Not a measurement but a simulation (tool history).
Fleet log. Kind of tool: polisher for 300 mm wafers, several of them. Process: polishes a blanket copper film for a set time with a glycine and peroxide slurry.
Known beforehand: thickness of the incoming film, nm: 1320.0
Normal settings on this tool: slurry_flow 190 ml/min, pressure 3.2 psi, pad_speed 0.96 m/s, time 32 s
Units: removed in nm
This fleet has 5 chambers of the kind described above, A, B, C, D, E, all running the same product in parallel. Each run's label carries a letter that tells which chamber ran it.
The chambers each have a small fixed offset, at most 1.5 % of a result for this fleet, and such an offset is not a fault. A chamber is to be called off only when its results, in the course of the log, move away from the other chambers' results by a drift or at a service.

run,hour,slurry_flow,pressure,pad_speed,time,wafers polished on this pad,hours since the slurry nozzle was cleaned,hours since the head pressure was calibrated,removed
# hour 7.2: chamber C: worn pad replaced by a new one
1E,9.6,190,3.2,0.96,32,403,190.3,1354.5,185.88
# hour 11.0: chamber C: head pressure recalibrated
2B,16.4,190,3.2,0.96,32,584,179.3,758.6,179.70
# hour 23.1: chamber D: worn pad replaced by a new one
# hour 23.7: chamber A: worn pad replaced by a new one
3C,25.7,190,3.2,0.96,32,173,211.7,14.7,184.21
# hour 30.8: chamber B: worn pad replaced by a new one
4D,34.4,190,3.2,0.96,32,106,323.8,681.9,183.65
5A,39.8,190,3.2,0.96,32,150,124.4,439.3,187.30
# hour 44.8: chamber E: head pressure recalibrated
6B,47.1,190,3.2,0.96,32,152,210.0,789.3,182.72
7D,53.5,190,3.2,0.96,32,284,342.9,701.0,183.67
8E,59.8,190,3.2,0.96,32,873,240.5,15.0,182.91
9A,64.3,190,3.2,0.96,32,380,148.9,463.8,186.05
10C,72.2,190,3.2,0.96,32,608,258.2,61.2,188.19
11C,77.9,190,3.2,0.96,32,661,263.9,66.9,184.82
12B,83.5,190,3.2,0.96,32,493,246.4,825.7,184.13
13E,90.6,190,3.2,0.96,32,1161,271.3,45.8,180.49
14D,95.4,190,3.2,0.96,32,676,384.8,742.9,183.27
# hour 99.4: chamber A: worn pad replaced by a new one
15A,103.3,190,3.2,0.96,32,36,187.9,502.8,186.01
16A,108.0,190,3.2,0.96,32,80,192.6,507.5,185.62
17B,114.7,190,3.2,0.96,32,784,277.6,856.9,180.03
# hour 119.0: chamber D: worn pad replaced by a new one
18D,120.4,235,3.2,1.20,32,13,409.8,767.9,231.05
# hour 122.6: chamber B: worn pad replaced by a new one
19C,128.8,235,3.2,1.20,32,1138,314.8,117.8,230.75
20E,136.0,235,3.2,1.20,32,1586,316.7,91.2,224.56
21A,141.9,235,3.2,1.20,32,397,226.5,541.4,226.82
22C,148.4,235,3.2,1.20,32,1321,334.4,137.4,227.79
# hour 149.0: chamber D: slurry nozzle cleaned
23E,156.9,190,3.2,0.96,32,1781,337.6,112.1,177.06
24D,163.3,190,3.2,0.96,32,414,14.3,810.8,181.33
# hour 165.9: chamber C: worn pad replaced by a new one
# hour 167.7: chamber A: worn pad replaced by a new one
25B,173.3,190,3.2,0.96,32,475,336.2,915.5,183.82
# hour 175.5: chamber E: slurry nozzle cleaned
26B,181.1,135,4.1,0.96,32,548,344.0,923.3,212.70
27E,187.8,135,4.1,0.96,32,2070,12.3,143.0,207.70
28C,198.0,135,4.1,0.96,32,300,384.0,187.0,218.84
# hour 201.4: chamber B: worn pad replaced by a new one
# hour 205.9: chamber D: worn pad replaced by a new one
29A,205.9,135,4.1,0.96,32,358,290.5,605.4,217.37
30D,214.2,135,4.1,0.96,32,77,65.2,861.7,213.12
# hour 220.3: chamber A: slurry nozzle cleaned
31C,223.5,190,3.2,0.96,28,539,409.5,212.5,161.54
# hour 225.6: chamber C: slurry nozzle cleaned
32D,229.0,190,3.2,0.96,28,216,80.0,876.5,159.73
33A,233.6,190,3.2,0.96,28,617,13.4,633.1,163.33
34E,239.9,190,3.2,0.96,28,2558,64.4,195.1,148.96
35B,244.7,190,3.2,0.96,28,405,407.6,986.9,159.07
# hour 248.4: chamber A: worn pad replaced by a new one
36A,250.9,190,3.2,0.96,32,24,30.7,650.4,186.46
37D,261.1,190,3.2,0.96,32,516,112.1,908.6,184.60
38C,269.3,190,3.2,0.96,32,967,43.8,258.3,183.93
# hour 272.1: chamber B: slurry nozzle cleaned
39B,279.2,190,3.2,0.96,32,728,7.2,1021.4,182.04
40E,287.2,190,3.2,0.96,32,3000,111.7,242.4,169.83
41A,292.8,190,3.2,0.96,32,415,72.6,692.3,183.53
42E,300.0,190,3.2,0.96,32,3120,124.5,255.2,166.41

Next, every chamber runs the same settings. What will each give?
43A,307.3,190,3.2,1.18,32,,,,?
43B,307.3,190,3.2,1.18,32,,,,?
43C,307.3,190,3.2,1.18,32,,,,?
43D,307.3,190,3.2,1.18,32,,,,?
43E,307.3,190,3.2,1.18,32,,,,?

run,removed
43A,218.69
43B,215.46
43C,220.96
43D,218.69
43E,198.18
